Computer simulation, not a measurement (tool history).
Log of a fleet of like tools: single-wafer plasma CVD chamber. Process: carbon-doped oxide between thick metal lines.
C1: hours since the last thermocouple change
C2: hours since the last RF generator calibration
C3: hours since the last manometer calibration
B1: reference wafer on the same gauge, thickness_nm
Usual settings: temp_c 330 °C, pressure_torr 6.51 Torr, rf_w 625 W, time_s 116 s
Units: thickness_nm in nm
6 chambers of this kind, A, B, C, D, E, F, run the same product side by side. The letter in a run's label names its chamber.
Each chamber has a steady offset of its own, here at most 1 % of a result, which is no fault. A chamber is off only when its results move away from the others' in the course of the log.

{"run": "1F", "day": 0.092, "temp_c": 330, "pressure_torr": 6.51, "rf_w": 625, "time_s": 116, "C1": 717.1, "C2": 120.9, "C3": 1621.6, "B1": 868.96, "thickness_nm": 736.1}
{"run": "2C", "day": 0.221, "temp_c": 330, "pressure_torr": 6.51, "rf_w": 625, "time_s": 116, "C1": 1364.4, "C2": 103.1, "C3": 629.7, "B1": 868.31, "thickness_nm": 735.05}
{"run": "3D", "day": 0.304, "temp_c": 330, "pressure_torr": 6.51, "rf_w": 625, "time_s": 116, "C1": 218.8, "C2": 414.9, "C3": 783.5, "B1": 868.9, "thickness_nm": 735.26}
{"run": "4E", "day": 0.383, "temp_c": 330, "pressure_torr": 6.51, "rf_w": 625, "time_s": 116, "C1": 867.9, "C2": 325.2, "C3": 551.2, "B1": 868.43, "thickness_nm": 731.95}
{"run": "5B", "day": 0.542, "temp_c": 330, "pressure_torr": 6.51, "rf_w": 625, "time_s": 116, "C1": 2128.8, "C2": 782.9, "C3": 671.2, "B1": 868.47, "thickness_nm": 735.16}
{"run": "6A", "day": 0.704, "temp_c": 330, "pressure_torr": 6.51, "rf_w": 625, "time_s": 116, "C1": 528.1, "C2": 21.4, "C3": 732.6, "B1": 868.34, "thickness_nm": 731.13}
{"run": "7B", "day": 0.875, "temp_c": 330, "pressure_torr": 6.51, "rf_w": 625, "time_s": 116, "C1": 2136.8, "C2": 790.9, "C3": 679.2, "B1": 868.3, "thickness_nm": 737.17}
{"run": "8A", "day": 1.017, "temp_c": 324, "pressure_torr": 6.51, "rf_w": 745, "time_s": 116, "C1": 535.6, "C2": 28.9, "C3": 740.1, "B1": 868.21, "thickness_nm": 824.7}
{"run": "9D", "day": 1.146, "temp_c": 324, "pressure_torr": 6.51, "rf_w": 745, "time_s": 116, "C1": 239.0, "C2": 435.1, "C3": 803.7, "B1": 867.7, "thickness_nm": 831.9}
{"run": "10C", "day": 1.317, "temp_c": 324, "pressure_torr": 6.51, "rf_w": 745, "time_s": 116, "C1": 1390.7, "C2": 129.4, "C3": 656.0, "B1": 867.4, "thickness_nm": 829.17}
{"run": "11F", "day": 1.412, "temp_c": 324, "pressure_torr": 6.51, "rf_w": 745, "time_s": 116, "C1": 748.8, "C2": 152.6, "C3": 1653.3, "B1": 867.37, "thickness_nm": 827.08}
{"run": "12E", "day": 1.521, "temp_c": 324, "pressure_torr": 6.51, "rf_w": 745, "time_s": 116, "C1": 895.2, "C2": 352.5, "C3": 578.5, "B1": 867.44, "thickness_nm": 827.61}
{"run": "13D", "day": 1.675, "temp_c": 324, "pressure_torr": 6.51, "rf_w": 745, "time_s": 116, "C1": 251.7, "C2": 447.8, "C3": 816.4, "B1": 867.07, "thickness_nm": 831.51}
{"run": "14C", "day": 1.817, "temp_c": 330, "pressure_torr": 6.51, "rf_w": 625, "time_s": 116, "C1": 1402.7, "C2": 141.4, "C3": 668.0, "B1": 867.05, "thickness_nm": 738.0}
{"run": "15B", "day": 1.929, "temp_c": 330, "pressure_torr": 6.51, "rf_w": 625, "time_s": 116, "C1": 2162.1, "C2": 816.2, "C3": 704.5, "B1": 866.9, "thickness_nm": 736.2}
{"run": "16A", "day": 2.092, "temp_c": 330, "pressure_torr": 6.51, "rf_w": 625, "time_s": 116, "C1": 561.4, "C2": 54.7, "C3": 765.9, "B1": 866.96, "thickness_nm": 728.16}
{"run": "17F", "day": 2.246, "temp_c": 330, "pressure_torr": 6.51, "rf_w": 625, "time_s": 116, "C1": 768.8, "C2": 172.6, "C3": 1673.3, "B1": 866.35, "thickness_nm": 732.46}
{"run": "18E", "day": 2.412, "temp_c": 330, "pressure_torr": 6.51, "rf_w": 625, "time_s": 116, "C1": 916.6, "C2": 373.9, "C3": 599.9, "B1": 866.08, "thickness_nm": 731.74}
{"run": "19E", "day": 2.571, "temp_c": 330, "pressure_torr": 6.51, "rf_w": 625, "time_s": 116, "C1": 920.4, "C2": 377.7, "C3": 603.7, "B1": 866.56, "thickness_nm": 731.16}
{"run": "20A", "day": 2.742, "temp_c": 330, "pressure_torr": 6.51, "rf_w": 625, "time_s": 116, "C1": 577.0, "C2": 70.3, "C3": 781.5, "B1": 865.95, "thickness_nm": 732.31}
{"run": "21B", "day": 2.862, "temp_c": 330, "pressure_torr": 4.94, "rf_w": 625, "time_s": 116, "C1": 2184.5, "C2": 838.6, "C3": 726.9, "B1": 865.95, "thickness_nm": 709.25}
{"run": "22C", "day": 2.975, "temp_c": 330, "pressure_torr": 4.94, "rf_w": 625, "time_s": 116, "C1": 1430.5, "C2": 169.2, "C3": 695.8, "B1": 866.01, "thickness_nm": 707.09}
{"run": "23F", "day": 3.079, "temp_c": 330, "pressure_torr": 4.94, "rf_w": 625, "time_s": 116, "C1": 788.8, "C2": 192.6, "C3": 1693.3, "B1": 865.7, "thickness_nm": 707.49}
{"run": "24D", "day": 3.225, "temp_c": 330, "pressure_torr": 4.94, "rf_w": 625, "time_s": 116, "C1": 288.9, "C2": 485.0, "C3": 853.6, "B1": 865.69, "thickness_nm": 708.03}
{"run": "25F", "day": 3.342, "temp_c": 330, "pressure_torr": 4.94, "rf_w": 625, "time_s": 116, "C1": 795.1, "C2": 198.9, "C3": 1699.6, "B1": 865.4, "thickness_nm": 706.83}
{"run": "26B", "day": 3.479, "temp_c": 330, "pressure_torr": 4.94, "rf_w": 625, "time_s": 116, "C1": 2199.3, "C2": 853.4, "C3": 741.7, "B1": 864.92, "thickness_nm": 708.65}
{"run": "27E", "day": 3.558, "temp_c": 330, "pressure_torr": 6.51, "rf_w": 625, "time_s": 116, "C1": 944.1, "C2": 401.4, "C3": 627.4, "B1": 865.3, "thickness_nm": 727.76}
{"run": "28C", "day": 3.654, "temp_c": 330, "pressure_torr": 6.51, "rf_w": 625, "time_s": 116, "C1": 1446.8, "C2": 185.5, "C3": 712.1, "B1": 865.12, "thickness_nm": 733.01}
{"run": "29D", "day": 3.775, "temp_c": 330, "pressure_torr": 6.51, "rf_w": 625, "time_s": 116, "C1": 302.1, "C2": 498.2, "C3": 866.8, "B1": 864.76, "thickness_nm": 731.07}
{"run": "30A", "day": 3.862, "temp_c": 330, "pressure_torr": 6.51, "rf_w": 625, "time_s": 116, "C1": 603.9, "C2": 97.2, "C3": 808.4, "B1": 865.11, "thickness_nm": 731.03}
{"run": "31C", "day": 4.0, "temp_c": 330, "pressure_torr": 6.51, "rf_w": 625, "time_s": 116, "C1": 1455.1, "C2": 193.8, "C3": 720.4, "B1": 864.4, "thickness_nm": 735.84}
{"run": "32F", "day": 4.158, "temp_c": 330, "pressure_torr": 6.51, "rf_w": 625, "time_s": 116, "C1": 814.7, "C2": 218.5, "C3": 1719.2, "B1": 864.88, "thickness_nm": 730.2}
{"run": "33E", "day": 4.288, "temp_c": 330, "pressure_torr": 6.51, "rf_w": 625, "time_s": 116, "C1": 961.6, "C2": 418.9, "C3": 644.9, "B1": 864.26, "thickness_nm": 728.86}
{"run": "34D", "day": 4.367, "temp_c": 330, "pressure_torr": 6.51, "rf_w": 625, "time_s": 116, "C1": 316.3, "C2": 512.4, "C3": 881.0, "B1": 864.11, "thickness_nm": 732.54}
{"run": "35A", "day": 4.475, "temp_c": 330, "pressure_torr": 6.51, "rf_w": 625, "time_s": 116, "C1": 618.6, "C2": 111.9, "C3": 823.1, "B1": 864.07, "thickness_nm": 729.71}
{"run": "36B", "day": 4.55, "temp_c": 330, "pressure_torr": 6.51, "rf_w": 625, "time_s": 116, "C1": 2225.0, "C2": 879.1, "C3": 767.4, "B1": 864.03, "thickness_nm": 732.93}
{"run": "37A", "day": 4.696, "temp_c": 330, "pressure_torr": 6.51, "rf_w": 625, "time_s": 116, "C1": 623.9, "C2": 117.2, "C3": 828.4, "B1": 863.52, "thickness_nm": 728.52}
{"run": "38C", "day": 4.796, "temp_c": 330, "pressure_torr": 6.51, "rf_w": 625, "time_s": 116, "C1": 1474.2, "C2": 212.9, "C3": 739.5, "B1": 864.18, "thickness_nm": 730.22}
{"run": "39B", "day": 4.962, "temp_c": 322, "pressure_torr": 7.23, "rf_w": 625, "time_s": 116, "C1": 2234.9, "C2": 889.0, "C3": 777.3, "B1": 863.9, "thickness_nm": 756.76}
{"run": "40F", "day": 5.071, "temp_c": 322, "pressure_torr": 7.23, "rf_w": 625, "time_s": 116, "C1": 836.6, "C2": 240.4, "C3": 1741.1, "B1": 863.43, "thickness_nm": 756.62}
{"run": "41E", "day": 5.188, "temp_c": 322, "pressure_torr": 7.23, "rf_w": 625, "time_s": 116, "C1": 983.2, "C2": 440.5, "C3": 666.5, "B1": 863.17, "thickness_nm": 753.81}
{"run": "42D", "day": 5.312, "temp_c": 322, "pressure_torr": 7.23, "rf_w": 625, "time_s": 116, "C1": 339.0, "C2": 535.1, "C3": 903.7, "B1": 862.9, "thickness_nm": 756.55}

What goes on in this fleet: one chamber off, a drifting gauge, or nothing beyond the chambers' own small offsets? Name the chamber and the cause, if any.

The gauge drifts, so all chambers seem to drift together. No chamber is off.
Cause: gauge reads low (%) = 0.676.
